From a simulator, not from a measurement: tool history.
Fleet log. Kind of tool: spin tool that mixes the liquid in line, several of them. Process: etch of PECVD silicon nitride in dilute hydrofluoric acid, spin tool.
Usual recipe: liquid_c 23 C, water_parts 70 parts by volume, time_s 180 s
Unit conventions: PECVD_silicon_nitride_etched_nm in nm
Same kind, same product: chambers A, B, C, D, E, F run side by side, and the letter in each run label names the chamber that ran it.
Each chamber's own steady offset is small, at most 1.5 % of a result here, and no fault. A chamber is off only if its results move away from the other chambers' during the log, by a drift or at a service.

run	hour	liquid_c	water_parts	time_s	hours since the thermometer was replaced	hours since the hydrofluoric acid flow meter was replaced	read-back film thickness of the PECVD silicon nitride reference wafer, read on the same gauge (nm)	PECVD_silicon_nitride_etched_nm
1D	7.5	23	70	180	1010.5	1608.6	150.06	8.5989
2F	11.8	23	70	180	1301.5	932.9	149.98	8.6206
3C	16.0	23	70	180	1738.9	1296.5	150.00	8.7457
4B	23.2	23	70	180	465.4	166.1	149.99	8.6574
5A	30.6	23	70	180	645.6	1838.6	149.99	8.5720
6E	38.4	23	70	180	97.1	991.6	150.04	8.5818
7F	44.1	23	70	180	1333.8	965.2	150.02	8.5188
8C	50.3	23	70	180	1773.2	1330.8	150.00	8.6838
# hour 55.2: chamber A: thermometer replaced
9B	57.7	23	70	180	499.9	200.6	150.00	8.8352
10D	62.0	23	70	180	1065.0	1663.1	150.02	8.6868
11A	69.4	23	70	180	14.3	1877.4	149.98	8.6041
12E	77.3	23	70	180	136.0	1030.5	150.03	8.7268
13E	82.0	23	70	180	140.7	1035.2	150.02	8.6158
14F	89.6	23	70	180	1379.3	1010.7	149.97	8.4764
15C	93.2	23	70	180	1816.1	1373.7	149.96	8.7854
16A	97.5	23	70	180	42.4	1905.5	150.04	8.5349
17D	104.3	20	45	180	1107.3	1705.4	150.03	10.8090
18B	109.9	20	45	180	552.1	252.8	149.97	10.9700
19A	115.5	20	45	180	60.4	1923.5	150.01	10.5920
20B	122.5	20	45	180	564.7	265.4	150.01	11.0070
21D	127.0	20	45	180	1130.0	1728.1	150.04	10.8720
22F	132.9	20	45	180	1422.6	1054.0	150.03	10.4280
23E	137.4	23	70	180	196.1	1090.6	149.99	8.5670
24C	143.3	23	70	180	1866.2	1423.8	150.01	8.8104
25B	146.7	23	70	180	588.9	289.6	149.98	8.7974
26C	153.0	23	70	180	1875.9	1433.5	150.03	8.6129
# hour 156.5: chamber D: thermometer replaced
27F	159.0	23	70	180	1448.7	1080.1	150.00	8.2265
28A	164.1	23	70	180	109.0	1972.1	150.01	8.5252
29D	170.5	23	70	180	14.0	1771.6	149.98	8.5997
30E	174.2	23	70	180	232.9	1127.4	149.98	8.6022
31F	177.7	23	70	180	1467.4	1098.8	150.04	8.0550
32E	184.1	23	70	180	242.8	1137.3	150.02	8.6917
33D	187.8	23	70	180	31.3	1788.9	150.01	8.6240
34B	192.6	23	85	110	634.8	335.5	150.02	4.3240
35A	197.3	23	85	110	142.2	2005.3	149.97	4.3468
36C	201.3	23	85	110	1924.2	1481.8	150.01	4.3558
37E	207.9	23	85	110	266.6	1161.1	150.01	4.3044

One chamber off, gauge drift, or nothing amiss beyond the chambers' own small offsets? If it is a chamber, which one, and what is the likeliest cause?

It is chamber F that slowly wanders off from its peers.
What lies behind it: liquid colder than its thermometer reads (K) = 1.14.
The log may not tell that from: hydrofluoric acid flow below the setpoint (%).

Below are 4 candidate recipes for chamber F's next run, each the usual settings with a change, their results shown as question marks. Which of them brings F's results back in line with what the other chambers give on the usual settings?
In line means no further than this from the other chambers' mean on the usual settings: PECVD_silicon_nitride_etched_nm 0.2400 nm
38F-1	213.6	23	70	195				?
38F-2	213.6	23	70	175				?
38F-3	213.6	22	70	180				?
38F-4	213.6	23	70	185				?

Other chambers, usual settings, mean: PECVD_silicon_nitride_etched_nm 8.6606 nm
run	PECVD_silicon_nitride_etched_nm
38F-1	8.6871
38F-2	7.7961
38F-3	7.4852
38F-4	8.2416
With 38F-1, the chamber falls back in line with the rest.

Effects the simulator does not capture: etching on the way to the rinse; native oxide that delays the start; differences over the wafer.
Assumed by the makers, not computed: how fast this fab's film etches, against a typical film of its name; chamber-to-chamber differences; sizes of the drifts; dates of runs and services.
